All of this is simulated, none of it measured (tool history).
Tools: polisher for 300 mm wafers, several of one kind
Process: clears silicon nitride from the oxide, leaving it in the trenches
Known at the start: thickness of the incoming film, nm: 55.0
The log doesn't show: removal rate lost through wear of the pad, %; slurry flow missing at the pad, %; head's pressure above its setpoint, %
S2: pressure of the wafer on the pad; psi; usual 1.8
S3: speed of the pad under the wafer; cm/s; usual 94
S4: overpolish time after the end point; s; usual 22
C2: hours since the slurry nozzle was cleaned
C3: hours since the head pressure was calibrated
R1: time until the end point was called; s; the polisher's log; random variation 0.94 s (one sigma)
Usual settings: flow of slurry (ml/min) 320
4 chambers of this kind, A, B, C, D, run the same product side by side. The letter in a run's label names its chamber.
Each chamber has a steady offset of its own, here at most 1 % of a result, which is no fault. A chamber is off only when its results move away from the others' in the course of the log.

{"hour": 4.8, "done": "chamber D: worn pad replaced by a new one"}
{"run": "1B", "hour": 11.9, "flow of slurry (ml/min)": 320, "S2": 1.8, "S3": 94, "S4": 22, "wafers polished on this pad": 462, "C2": 193.4, "C3": 143.4, "R1": 98.273}
{"run": "2A", "hour": 23.6, "flow of slurry (ml/min)": 320, "S2": 1.8, "S3": 94, "S4": 22, "wafers polished on this pad": 819, "C2": 266.2, "C3": 882.3, "R1": 97.394}
{"run": "3D", "hour": 32.3, "flow of slurry (ml/min)": 320, "S2": 1.8, "S3": 94, "S4": 22, "wafers polished on this pad": 248, "C2": 288.7, "C3": 339.4, "R1": 98.017}
{"hour": 32.4, "done": "chamber C: worn pad replaced by a new one"}
{"run": "4C", "hour": 45.4, "flow of slurry (ml/min)": 320, "S2": 1.8, "S3": 94, "S4": 22, "wafers polished on this pad": 117, "C2": 184, "C3": 369.6, "R1": 96.489}
{"run": "5C", "hour": 61.1, "flow of slurry (ml/min)": 320, "S2": 1.8, "S3": 94, "S4": 22, "wafers polished on this pad": 259, "C2": 199.7, "C3": 385.3, "R1": 98.701}
{"run": "6D", "hour": 68.4, "flow of slurry (ml/min)": 320, "S2": 1.8, "S3": 94, "S4": 22, "wafers polished on this pad": 573, "C2": 324.8, "C3": 375.5, "R1": 98.19}
{"run": "7B", "hour": 78.2, "flow of slurry (ml/min)": 320, "S2": 1.8, "S3": 94, "S4": 22, "wafers polished on this pad": 1059, "C2": 259.7, "C3": 209.7, "R1": 99.048}
{"hour": 80.6, "done": "chamber A: worn pad replaced by a new one"}
{"run": "8A", "hour": 85.9, "flow of slurry (ml/min)": 320, "S2": 1.8, "S3": 94, "S4": 22, "wafers polished on this pad": 48, "C2": 328.5, "C3": 944.6, "R1": 98.412}
{"hour": 92.0, "done": "chamber D: worn pad replaced by a new one"}
{"run": "9B", "hour": 96.6, "flow of slurry (ml/min)": 320, "S2": 1.8, "S3": 94, "S4": 22, "wafers polished on this pad": 1225, "C2": 278.1, "C3": 228.1, "R1": 98.246}
{"run": "10A", "hour": 104.3, "flow of slurry (ml/min)": 320, "S2": 1.8, "S3": 114, "S4": 14, "wafers polished on this pad": 214, "C2": 346.9, "C3": 963, "R1": 79.697}
{"run": "11D", "hour": 114.3, "flow of slurry (ml/min)": 320, "S2": 1.8, "S3": 114, "S4": 14, "wafers polished on this pad": 201, "C2": 370.7, "C3": 421.4, "R1": 79.947}
{"run": "12C", "hour": 126.8, "flow of slurry (ml/min)": 320, "S2": 1.8, "S3": 114, "S4": 14, "wafers polished on this pad": 851, "C2": 265.4, "C3": 451, "R1": 79.685}
{"hour": 134.8, "done": "chamber C: slurry nozzle cleaned"}
{"run": "13B", "hour": 135.0, "flow of slurry (ml/min)": 320, "S2": 1.8, "S3": 114, "S4": 14, "wafers polished on this pad": 1571, "C2": 316.5, "C3": 266.5, "R1": 80.32}
{"hour": 137.1, "done": "chamber D: head pressure recalibrated"}
{"run": "14D", "hour": 150.0, "flow of slurry (ml/min)": 320, "S2": 1.8, "S3": 94, "S4": 22, "wafers polished on this pad": 522, "C2": 406.4, "C3": 13, "R1": 98.688}
{"hour": 150.1, "done": "chamber C: worn pad replaced by a new one"}
{"run": "15C", "hour": 158.0, "flow of slurry (ml/min)": 320, "S2": 1.8, "S3": 94, "S4": 22, "wafers polished on this pad": 71, "C2": 23.3, "C3": 482.2, "R1": 96.668}
{"run": "16A", "hour": 169.2, "flow of slurry (ml/min)": 320, "S2": 1.8, "S3": 94, "S4": 22, "wafers polished on this pad": 799, "C2": 411.8, "C3": 1027.9, "R1": 99.082}
{"hour": 178.0, "done": "chamber D: worn pad replaced by a new one"}
{"run": "17A", "hour": 179.7, "flow of slurry (ml/min)": 320, "S2": 1.8, "S3": 94, "S4": 22, "wafers polished on this pad": 893, "C2": 422.3, "C3": 1038.4, "R1": 94.979}
{"run": "18B", "hour": 188.2, "flow of slurry (ml/min)": 320, "S2": 1.8, "S3": 94, "S4": 22, "wafers polished on this pad": 2051, "C2": 369.7, "C3": 319.7, "R1": 100.51}
{"run": "19D", "hour": 195.6, "flow of slurry (ml/min)": 320, "S2": 1.8, "S3": 94, "S4": 22, "wafers polished on this pad": 159, "C2": 452, "C3": 58.6, "R1": 97.413}
{"run": "20C", "hour": 209.5, "flow of slurry (ml/min)": 320, "S2": 1.8, "S3": 94, "S4": 22, "wafers polished on this pad": 535, "C2": 74.8, "C3": 533.7, "R1": 97.801}
{"run": "21A", "hour": 222.6, "flow of slurry (ml/min)": 265, "S2": 2, "S3": 94, "S4": 22, "wafers polished on this pad": 1280, "C2": 465.2, "C3": 1081.3, "R1": 87.795}
{"run": "22B", "hour": 230.7, "flow of slurry (ml/min)": 265, "S2": 2, "S3": 94, "S4": 22, "wafers polished on this pad": 2434, "C2": 412.2, "C3": 362.2, "R1": 92.764}
{"run": "23C", "hour": 243.7, "flow of slurry (ml/min)": 265, "S2": 2, "S3": 94, "S4": 22, "wafers polished on this pad": 843, "C2": 109, "C3": 567.9, "R1": 88.088}
{"run": "24D", "hour": 256.8, "flow of slurry (ml/min)": 265, "S2": 2, "S3": 94, "S4": 22, "wafers polished on this pad": 710, "C2": 513.2, "C3": 119.8, "R1": 91.474}
{"hour": 257.3, "done": "chamber D: worn pad replaced by a new one"}
{"hour": 257.6, "done": "chamber A: worn pad replaced by a new one"}
{"hour": 264.2, "done": "chamber C: worn pad replaced by a new one"}
{"run": "25D", "hour": 268.7, "flow of slurry (ml/min)": 265, "S2": 1.8, "S3": 94, "S4": 22, "wafers polished on this pad": 103, "C2": 525.1, "C3": 131.7, "R1": 99.24}
{"run": "26B", "hour": 278.6, "flow of slurry (ml/min)": 265, "S2": 1.8, "S3": 94, "S4": 22, "wafers polished on this pad": 2866, "C2": 460.1, "C3": 410.1, "R1": 105.56}
{"run": "27C", "hour": 289.0, "flow of slurry (ml/min)": 265, "S2": 1.8, "S3": 94, "S4": 22, "wafers polished on this pad": 224, "C2": 154.3, "C3": 613.2, "R1": 98.191}
{"run": "28A", "hour": 300.9, "flow of slurry (ml/min)": 265, "S2": 1.8, "S3": 94, "S4": 22, "wafers polished on this pad": 390, "C2": 543.5, "C3": 1159.6, "R1": 99.229}
{"hour": 304.1, "done": "chamber B: slurry nozzle cleaned"}
{"run": "29A", "hour": 312.4, "flow of slurry (ml/min)": 320, "S2": 1.8, "S3": 94, "S4": 22, "wafers polished on this pad": 493, "C2": 555, "C3": 1171.1, "R1": 97.189}
{"run": "30D", "hour": 322.0, "flow of slurry (ml/min)": 320, "S2": 1.8, "S3": 94, "S4": 22, "wafers polished on this pad": 583, "C2": 578.4, "C3": 185, "R1": 97.443}
{"run": "31B", "hour": 337.7, "flow of slurry (ml/min)": 220, "S2": 1.8, "S3": 118, "S4": 22, "wafers polished on this pad": 3398, "C2": 33.7, "C3": 469.2, "R1": 84.672}
{"hour": 342.1, "done": "chamber D: worn pad replaced by a new one"}
{"run": "32C", "hour": 350.1, "flow of slurry (ml/min)": 220, "S2": 1.8, "S3": 118, "S4": 22, "wafers polished on this pad": 774, "C2": 215.4, "C3": 674.3, "R1": 81.151}
{"run": "33C", "hour": 364.9, "flow of slurry (ml/min)": 220, "S2": 1.8, "S3": 118, "S4": 22, "wafers polished on this pad": 908, "C2": 230.2, "C3": 689.1, "R1": 80.55}
{"run": "34A", "hour": 380.1, "flow of slurry (ml/min)": 220, "S2": 1.8, "S3": 118, "S4": 22, "wafers polished on this pad": 1104, "C2": 622.7, "C3": 1238.8, "R1": 80.108}
{"run": "35B", "hour": 387.5, "flow of slurry (ml/min)": 320, "S2": 1.8, "S3": 94, "S4": 22, "wafers polished on this pad": 3847, "C2": 83.5, "C3": 519, "R1": 105.54}
{"hour": 388.8, "done": "chamber C: worn pad replaced by a new one"}
{"hour": 392.2, "done": "chamber C: head pressure recalibrated"}
{"hour": 399.1, "done": "chamber A: worn pad replaced by a new one"}
{"run": "36D", "hour": 400.5, "flow of slurry (ml/min)": 320, "S2": 1.8, "S3": 94, "S4": 22, "wafers polished on this pad": 526, "C2": 656.9, "C3": 263.5, "R1": 98.186}
{"hour": 414.1, "done": "chamber C: slurry nozzle cleaned"}
{"run": "37B", "hour": 415.1, "flow of slurry (ml/min)": 320, "S2": 1.8, "S3": 94, "S4": 22, "wafers polished on this pad": 4096, "C2": 111.1, "C3": 546.6, "R1": 106.41}
{"hour": 417.4, "done": "chamber D: worn pad replaced by a new one"}
{"run": "38C", "hour": 426.3, "flow of slurry (ml/min)": 320, "S2": 1.8, "S3": 94, "S4": 22, "wafers polished on this pad": 338, "C2": 12.2, "C3": 34.1, "R1": 98.165}
{"run": "39D", "hour": 434.4, "flow of slurry (ml/min)": 320, "S2": 1.8, "S3": 94, "S4": 22, "wafers polished on this pad": 153, "C2": 690.8, "C3": 297.4, "R1": 97.081}
{"run": "40A", "hour": 442.1, "flow of slurry (ml/min)": 320, "S2": 1.8, "S3": 94, "S4": 22, "wafers polished on this pad": 388, "C2": 684.7, "C3": 1300.8, "R1": 97.328}

Is one chamber off against the others, does the gauge drift, or is nothing wrong? If a chamber is off, say which, and what the likeliest cause is.

Chamber B drifts away from the others.
Cause: removal rate lost through wear of the pad, % = 9.17.
The log may not tell that from: head's pressure below its setpoint, %.

Here are 4 candidates for chamber B's next run, each the usual settings with a change, their results left as question marks. Which one brings its results back in line with what the others give on the usual settings?
In line means no further than this from the other chambers' mean on the usual settings: R1 3.3 s
{"run": "41B-1", "hour": 453.4, "flow of slurry (ml/min)": 325, "S2": 2, "S3": 94, "S4": 22, "R1": "?"}
{"run": "41B-2", "hour": 453.4, "flow of slurry (ml/min)": 320, "S2": 2, "S3": 102, "S4": 22, "R1": "?"}
{"run": "41B-3", "hour": 453.4, "flow of slurry (ml/min)": 320, "S2": 1.7, "S3": 90, "S4": 22, "R1": "?"}
{"run": "41B-4", "hour": 453.4, "flow of slurry (ml/min)": 320, "S2": 1.5, "S3": 94, "S4": 22, "R1": "?"}

The other chambers' mean on the usual settings: R1 97.281 s
run=41B-1 R1=97.188
run=41B-2 R1=89.663
run=41B-3 R1=119.88
run=41B-4 R1=130.34
41B-1 brings the chamber back in line.
